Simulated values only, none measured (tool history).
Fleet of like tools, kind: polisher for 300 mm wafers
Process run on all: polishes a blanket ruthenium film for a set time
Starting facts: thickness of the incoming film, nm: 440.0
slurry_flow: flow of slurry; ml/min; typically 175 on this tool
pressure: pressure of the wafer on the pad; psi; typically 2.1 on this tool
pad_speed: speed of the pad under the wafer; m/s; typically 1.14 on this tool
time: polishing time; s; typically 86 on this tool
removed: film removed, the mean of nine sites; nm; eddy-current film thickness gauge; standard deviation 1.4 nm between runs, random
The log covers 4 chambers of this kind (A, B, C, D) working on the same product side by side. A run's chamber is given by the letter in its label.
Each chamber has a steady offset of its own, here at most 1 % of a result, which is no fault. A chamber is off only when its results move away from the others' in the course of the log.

run   hour  slurry_flow  pressure  pad_speed  time  wafers polished on this pad  hours since the slurry nozzle was cleaned  hours since the head pressure was calibrated  removed
 1D    4.3          175       2.1       1.14    86                          559                                      106.8                                        1119.9   107.58
       7.7  -- chamber D: head pressure recalibrated
 2B      9          175       2.1       1.14    86                          163                                      141.6                                         296.9    106.8
       9.9  -- chamber A: worn pad replaced by a new one
 3C   13.2          175       2.1       1.14    86                          880                                      126.5                                         622.7   104.67
      19.6  -- chamber D: worn pad replaced by a new one
 4A   20.7          175       2.1       1.14    86                          127                                      239.9                                          41.6   106.83
      26.4  -- chamber C: worn pad replaced by a new one
 5B   27.9          175       2.1       1.14    86                          385                                      160.5                                         315.8    106.5
 6A     32          175       2.1       1.14    86                          260                                      251.2                                          52.9   106.89
 7D   36.8          175       2.1       1.14    86                          203                                      139.3                                          29.1   107.49
 8C   44.3          175       2.1       1.14    86                          211                                      157.6                                         653.8   109.51
 9D   49.1          175       2.1       1.14    86                          347                                      151.6                                          41.4    107.2
      52.8  -- chamber B: worn pad replaced by a new one
10C   55.8          175       2.1       1.14    86                          346                                      169.1                                         665.3   107.62
      60.6  -- chamber A: worn pad replaced by a new one
11B   62.4          175       2.1       1.14    86                          113                                        195                                         350.3   107.43
12A   68.3          175       2.1       1.14    86                           90                                      287.5                                          89.2   110.35
13D   74.7          175       2.1       1.14    86                          648                                      177.2                                            67   107.06
14B   78.6          175       2.1       1.14    86                          303                                      211.2                                         366.5   105.89
      83.7  -- chamber D: worn pad replaced by a new one
      84.6  -- chamber B: slurry nozzle cleaned
15C   86.3          175       2.1       1.14    86                          705                                      199.6                                         695.8   106.27
16A   90.5          175       2.1       1.14    86                          351                                      309.7                                         111.4   108.27
17B   94.7          175       2.1       1.14    86                          493                                       10.1                                         382.6   104.32
18A   99.9          175       2.1       1.14    86                          462                                      319.1                                         120.8   105.65
     100.1  -- chamber B: worn pad replaced by a new one
19D  106.8          175       2.1       1.14    86                          272                                      209.3                                          99.1   107.02
     109.2  -- chamber A: worn pad replaced by a new one
20C  111.1          175       2.1       1.14    86                          997                                      224.4                                         720.6   106.23
21C  115.5          175       2.1       1.14    86                         1048                                      228.8                                           725   107.54
22A  121.4          175       2.1       1.14    86                          144                                      340.6                                         142.3   109.54
     124.9  -- chamber C: worn pad replaced by a new one
23B    126          175       2.1       1.14    86                          305                                       41.4                                         413.9   101.26
24D  133.6          175       2.1       1.14    86                          587                                      236.1                                         125.9   107.61
25D    138          175       2.1       1.14    86                          639                                      240.5                                         130.3   107.92
     140.7  -- chamber A: slurry nozzle cleaned
     143.7  -- chamber D: worn pad replaced by a new one
26B    145          175       2.1       1.14    86                          528                                       60.4                                         432.9   99.719
     152.1  -- chamber A: worn pad replaced by a new one
27C  152.7          175       2.6       1.14    86                          328                                        266                                         762.2   132.06
       158  -- chamber B: worn pad replaced by a new one
28A  159.6          175       2.6       1.14    86                           88                                         19                                         180.5   133.18
29B  166.2          175       2.6       1.14    86                           97                                       81.6                                         454.1    125.1
30A  170.2          175       2.6       1.14    86                          213                                       29.6                                         191.1   134.66
31C  175.4          175       2.1       1.14    86                          595                                      288.7                                         784.9   108.28
32D  182.9          175       2.1       1.14    86                          461                                      285.4                                         175.2   108.75
33A  189.1          175       2.1       1.14    86                          435                                       48.5                                           210   109.16
     192.2  -- chamber C: head pressure recalibrated
34D  194.3          175       2.1       1.14    86                          595                                      296.8                                         186.6   109.18
35B  198.4          175       2.1       1.14    86                          476                                      113.8                                         486.3   96.051
     199.1  -- chamber A: worn pad replaced by a new one
36C  204.3          175       2.1       1.14    86                          935                                      317.6                                          12.2   107.69
     206.5  -- chamber B: worn pad replaced by a new one
37B  209.4          175       1.5       1.14    86                           34                                      124.8                                         497.3   68.613
       210  -- chamber D: worn pad replaced by a new one
38D    214          175       1.5       1.14    86                           47                                      316.5                                         206.3   75.012
39A  221.8          175       1.5       1.14    86                          267                                       81.2                                         242.7   76.082

Is one chamber off against the others, does the gauge drift, or is nothing wrong? If a chamber is off, say which, and what the likeliest cause is.

One chamber, B, drifts off from the rest bit by bit.
Likeliest cause: head's pressure below its setpoint, % = 11.8.

Here are 4 candidates for chamber B's next run, each the usual settings with a change, their results left as question marks. Which one brings its results back in line with what the others give on the usual settings?
In line means no further than this from the other chambers' mean on the usual settings: removed 5 nm
40B-1  227.4          175       2.1       1.28    86                                                                                                                              ?
40B-2  227.4          175       2.3       1.24    93                                                                                                                              ?
40B-3  227.4          170       1.9       1.14    75                                                                                                                              ?
40B-4  227.4          175         2       1.06    86                                                                                                                              ?

Average result of the remaining chambers running the usual settings: removed 107.65 nm
  run  removed
40B-1    107.4
40B-2   123.02
40B-3   75.126
40B-4   84.536
40B-1 is the one that brings the chamber's results back in line with the other chambers.

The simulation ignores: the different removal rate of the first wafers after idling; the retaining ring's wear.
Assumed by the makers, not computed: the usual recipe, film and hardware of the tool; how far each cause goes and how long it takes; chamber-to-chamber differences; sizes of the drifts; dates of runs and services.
